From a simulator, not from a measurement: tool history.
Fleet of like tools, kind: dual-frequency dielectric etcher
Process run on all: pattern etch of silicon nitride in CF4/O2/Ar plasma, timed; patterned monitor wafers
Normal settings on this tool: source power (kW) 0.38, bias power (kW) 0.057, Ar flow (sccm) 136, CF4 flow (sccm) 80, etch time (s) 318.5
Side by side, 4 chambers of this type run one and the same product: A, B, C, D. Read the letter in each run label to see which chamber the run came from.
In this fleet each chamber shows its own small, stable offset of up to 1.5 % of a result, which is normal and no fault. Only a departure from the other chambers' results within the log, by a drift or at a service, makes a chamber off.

| run | hour | source power (kW) | bias power (kW) | Ar flow (sccm) | CF4 flow (sccm) | etch time (s) | hours since the last wet clean | hours since the last source power generator calibration | hours since the last bias power generator calibration | hours since the last Ar flow controller change | hours since the last CF4 flow controller change | read-back reference wafer on the same gauge, depth_nm | mean etch depth across the wafer (nm) |
|---|---|---|---|---|---|---|---|---|---|---|---|---|---|
| 1D | 9.2 | 0.38 | 0.057 | 136 | 80 | 318.5 | 528.7 | 4115.8 | 334.3 | 3826.3 | 2327.5 | 428.73 | 463.34 |
| 2C | 15.1 | 0.38 | 0.057 | 136 | 80 | 318.5 | 417.2 | 1117.9 | 137.7 | 511.6 | 3242.7 | 429.14 | 466.53 |
| 3B | 19.5 | 0.38 | 0.057 | 136 | 80 | 318.5 | 72.2 | 429.7 | 1644.1 | 1716 | 2870.6 | 428.84 | 465.71 |
| 4A | 26.7 | 0.38 | 0.057 | 136 | 80 | 318.5 | 70.9 | 655.2 | 2495.2 | 2225.8 | 1156.8 | 429.28 | 474.19 |
| 5B | 32.1 | 0.38 | 0.057 | 136 | 80 | 353 | 84.8 | 442.3 | 1656.7 | 1728.6 | 2883.2 | 429.18 | 517.47 |
| 6A | 41 | 0.38 | 0.057 | 136 | 80 | 353 | 85.2 | 669.5 | 2509.5 | 2240.1 | 1171.1 | 429.32 | 521.51 |
| 7D | 48.9 | 0.38 | 0.057 | 136 | 80 | 353 | 568.4 | 4155.5 | 374 | 3866 | 2367.2 | 428.5 | 518 |
| 8C | 58 | 0.38 | 0.057 | 136 | 80 | 353 | 460.1 | 1160.8 | 180.6 | 554.5 | 3285.6 | 429.26 | 519.41 |
| 9C | 67.2 | 0.38 | 0.057 | 136 | 80 | 318.5 | 469.3 | 1170 | 189.8 | 563.7 | 3294.8 | 429.77 | 464.24 |
| 10B | 73.1 | 0.38 | 0.057 | 111 | 80 | 318.5 | 125.8 | 483.3 | 1697.7 | 1769.6 | 2924.2 | 428.85 | 484.59 |
| 11D | 78.6 | 0.38 | 0.057 | 111 | 80 | 318.5 | 598.1 | 4185.2 | 403.7 | 3895.7 | 2396.9 | 429.4 | 480.93 |
| 12A | 83.9 | 0.38 | 0.057 | 111 | 80 | 318.5 | 128.1 | 712.4 | 2552.4 | 2283 | 1214 | 429.49 | 482.16 |
| 13A | 89.9 | 0.38 | 0.057 | 111 | 80 | 318.5 | 134.1 | 718.4 | 2558.4 | 2289 | 1220 | 429.04 | 489.74 |
| 14D | 94.9 | 0.47 | 0.057 | 136 | 80 | 318.5 | 614.4 | 4201.5 | 420 | 3912 | 2413.2 | 429.55 | 559.95 |
| 15C | 102.2 | 0.47 | 0.057 | 136 | 80 | 318.5 | 504.3 | 1205 | 224.8 | 598.7 | 3329.8 | 428.74 | 555.86 |
| 16B | 108.7 | 0.47 | 0.057 | 136 | 80 | 318.5 | 161.4 | 518.9 | 1733.3 | 1805.2 | 2959.8 | 429.12 | 567.47 |
|  | 111.8 | chamber D: wet clean of the chamber |
| 17D | 116.3 | 0.47 | 0.057 | 136 | 80 | 318.5 | 4.5 | 4222.9 | 441.4 | 3933.4 | 2434.6 | 429.08 | 575.88 |
| 18A | 122.6 | 0.38 | 0.057 | 136 | 80 | 318.5 | 166.8 | 751.1 | 2591.1 | 2321.7 | 1252.7 | 429.11 | 469.7 |
| 19B | 131 | 0.38 | 0.057 | 136 | 80 | 318.5 | 183.7 | 541.2 | 1755.6 | 1827.5 | 2982.1 | 428.98 | 466.68 |
| 20C | 137.1 | 0.38 | 0.057 | 136 | 80 | 318.5 | 539.2 | 1239.9 | 259.7 | 633.6 | 3364.7 | 429.07 | 466.9 |
|  | 144.2 | chamber D: source power generator calibrated |
| 21D | 145.9 | 0.38 | 0.057 | 136 | 80 | 318.5 | 34.1 | 1.8 | 471 | 3963 | 2464.2 | 428.73 | 486.75 |
| 22C | 152.1 | 0.38 | 0.057 | 136 | 80 | 318.5 | 554.2 | 1254.9 | 274.7 | 648.6 | 3379.7 | 429.38 | 465.92 |
| 23A | 159.9 | 0.33 | 0.043 | 136 | 80 | 318.5 | 204.1 | 788.4 | 2628.4 | 2359 | 1290 | 429.36 | 375.27 |
| 24B | 167.8 | 0.33 | 0.043 | 136 | 80 | 318.5 | 220.5 | 578 | 1792.4 | 1864.3 | 3018.9 | 429.06 | 368.25 |
| 25C | 172.9 | 0.33 | 0.043 | 136 | 80 | 318.5 | 575 | 1275.7 | 295.5 | 669.4 | 3400.5 | 429.12 | 369.97 |
|  | 174.1 | chamber D: Ar flow controller replaced |
| 26A | 178.9 | 0.33 | 0.043 | 136 | 80 | 318.5 | 223.1 | 807.4 | 2647.4 | 2378 | 1309 | 429.12 | 378.68 |
| 27B | 187.6 | 0.38 | 0.057 | 136 | 80 | 318.5 | 240.3 | 597.8 | 1812.2 | 1884.1 | 3038.7 | 428.46 | 462.84 |
| 28D | 196.5 | 0.35 | 0.057 | 136 | 80 | 318.5 | 84.7 | 52.4 | 521.6 | 22.5 | 2514.8 | 428.42 | 451.52 |
| 29D | 204.1 | 0.35 | 0.057 | 136 | 80 | 318.5 | 92.3 | 60 | 529.2 | 30.1 | 2522.4 | 428.71 | 452.29 |
| 30A | 208.5 | 0.35 | 0.057 | 136 | 80 | 318.5 | 252.7 | 837 | 2677 | 2407.6 | 1338.6 | 429.35 | 441.39 |
| 31C | 215.9 | 0.35 | 0.057 | 136 | 80 | 318.5 | 618 | 1318.7 | 338.5 | 712.4 | 3443.5 | 428.78 | 433.72 |
| 32B | 224.6 | 0.38 | 0.057 | 136 | 80 | 318.5 | 277.3 | 634.8 | 1849.2 | 1921.1 | 3075.7 | 429.53 | 472.88 |
| 33B | 230.5 | 0.38 | 0.057 | 136 | 80 | 318.5 | 283.2 | 640.7 | 1855.1 | 1927 | 3081.6 | 429.16 | 470.91 |
| 34A | 237.7 | 0.38 | 0.057 | 136 | 80 | 318.5 | 281.9 | 866.2 | 2706.2 | 2436.8 | 1367.8 | 428.8 | 471.52 |
| 35C | 242.3 | 0.38 | 0.057 | 136 | 80 | 318.5 | 644.4 | 1345.1 | 364.9 | 738.8 | 3469.9 | 428.93 | 464.72 |

What goes on in this fleet: one chamber off, a drifting gauge, or nothing beyond the chambers' own small offsets? Name the chamber and the cause, if any.

A service left chamber D off against the others.
Likeliest cause: etch rate over this chamber's usual, % = 3.48.

Which of the 4 candidates below, each the usual settings with something changed and its results left as question marks, puts chamber D back in line with what the other chambers give on the usual settings?
In line here means within this much of the mean the other chambers give on the usual settings: mean etch depth across the wafer (nm) 8.8
| 36D-1 | 249 | 0.37 | 0.057 | 136 | 80 | 306.5 |  |  |  |  |  |  | ? |
| 36D-2 | 249 | 0.38 | 0.057 | 136 | 96 | 318.5 |  |  |  |  |  |  | ? |
| 36D-3 | 249 | 0.37 | 0.057 | 136 | 80 | 318.5 |  |  |  |  |  |  | ? |
| 36D-4 | 249 | 0.41 | 0.057 | 135 | 80 | 318.5 |  |  |  |  |  |  | ? |

Usual-settings mean across the other chambers: mean etch depth across the wafer (nm) 469
| run | mean etch depth across the wafer (nm) |
|---|---|
| 36D-1 | 450.85 |
| 36D-2 | 490.78 |
| 36D-3 | 468.5 |
| 36D-4 | 512.44 |
36D-3 brings the chamber back in line.
